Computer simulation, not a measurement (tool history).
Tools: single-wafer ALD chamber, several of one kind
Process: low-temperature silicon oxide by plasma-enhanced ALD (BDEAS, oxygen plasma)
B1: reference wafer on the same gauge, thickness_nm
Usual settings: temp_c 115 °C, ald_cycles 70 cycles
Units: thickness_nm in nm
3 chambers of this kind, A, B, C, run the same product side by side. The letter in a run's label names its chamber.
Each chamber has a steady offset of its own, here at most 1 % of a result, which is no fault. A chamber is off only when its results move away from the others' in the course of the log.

{"run": "1A", "hour": 10.9, "temp_c": 115, "ald_cycles": 70, "B1": 9.7866, "thickness_nm": 9.6202}
{"run": "2C", "hour": 22.5, "temp_c": 115, "ald_cycles": 70, "B1": 9.7893, "thickness_nm": 9.863}
{"run": "3B", "hour": 36.4, "temp_c": 115, "ald_cycles": 70, "B1": 9.7939, "thickness_nm": 9.6723}
{"run": "4B", "hour": 42.9, "temp_c": 115, "ald_cycles": 70, "B1": 9.7928, "thickness_nm": 9.7267}
{"run": "5C", "hour": 55.0, "temp_c": 115, "ald_cycles": 70, "B1": 9.7969, "thickness_nm": 9.8256}
{"run": "6A", "hour": 67.3, "temp_c": 115, "ald_cycles": 70, "B1": 9.8005, "thickness_nm": 9.6995}
{"run": "7A", "hour": 75.8, "temp_c": 115, "ald_cycles": 70, "B1": 9.7848, "thickness_nm": 9.7595}
{"run": "8C", "hour": 87.4, "temp_c": 115, "ald_cycles": 70, "B1": 9.788, "thickness_nm": 9.7546}
{"run": "9B", "hour": 97.9, "temp_c": 115, "ald_cycles": 70, "B1": 9.7957, "thickness_nm": 9.7243}
{"run": "10A", "hour": 104.6, "temp_c": 115, "ald_cycles": 70, "B1": 9.7837, "thickness_nm": 9.6677}
{"run": "11B", "hour": 110.9, "temp_c": 115, "ald_cycles": 70, "B1": 9.7917, "thickness_nm": 9.6593}
{"run": "12C", "hour": 118.7, "temp_c": 115, "ald_cycles": 70, "B1": 9.7864, "thickness_nm": 9.8645}
{"run": "13A", "hour": 126.0, "temp_c": 115, "ald_cycles": 70, "B1": 9.7978, "thickness_nm": 9.6421}
{"run": "14B", "hour": 133.6, "temp_c": 115, "ald_cycles": 70, "B1": 9.7932, "thickness_nm": 9.7791}
{"run": "15C", "hour": 142.5, "temp_c": 122, "ald_cycles": 70, "B1": 9.7881, "thickness_nm": 9.6778}
{"run": "16C", "hour": 151.5, "temp_c": 122, "ald_cycles": 70, "B1": 9.7912, "thickness_nm": 9.7089}
{"run": "17B", "hour": 165.4, "temp_c": 122, "ald_cycles": 70, "B1": 9.7829, "thickness_nm": 9.6219}
{"run": "18A", "hour": 172.3, "temp_c": 115, "ald_cycles": 70, "B1": 9.7904, "thickness_nm": 9.6578}
{"run": "19B", "hour": 185.0, "temp_c": 115, "ald_cycles": 70, "B1": 9.7873, "thickness_nm": 9.7269}
{"run": "20C", "hour": 191.8, "temp_c": 115, "ald_cycles": 70, "B1": 9.7855, "thickness_nm": 9.8407}
{"run": "21A", "hour": 204.1, "temp_c": 115, "ald_cycles": 70, "B1": 9.7847, "thickness_nm": 9.6627}
{"run": "22C", "hour": 215.4, "temp_c": 115, "ald_cycles": 70, "B1": 9.783, "thickness_nm": 9.8339}
{"run": "23B", "hour": 221.6, "temp_c": 115, "ald_cycles": 70, "B1": 9.7859, "thickness_nm": 9.6867}
{"run": "24A", "hour": 227.9, "temp_c": 115, "ald_cycles": 70, "B1": 9.792, "thickness_nm": 9.655}
{"run": "25C", "hour": 236.9, "temp_c": 103, "ald_cycles": 61, "B1": 9.7937, "thickness_nm": 8.7622}
{"run": "26B", "hour": 247.4, "temp_c": 103, "ald_cycles": 61, "B1": 9.7952, "thickness_nm": 8.7598}
{"run": "27A", "hour": 261.0, "temp_c": 103, "ald_cycles": 61, "B1": 9.7987, "thickness_nm": 8.6312}

Is one chamber off against the others, does the gauge drift, or is nothing wrong? If a chamber is off, say which, and what the likeliest cause is.

No chamber stands off beyond its own small offset, and the gauge holds steady.

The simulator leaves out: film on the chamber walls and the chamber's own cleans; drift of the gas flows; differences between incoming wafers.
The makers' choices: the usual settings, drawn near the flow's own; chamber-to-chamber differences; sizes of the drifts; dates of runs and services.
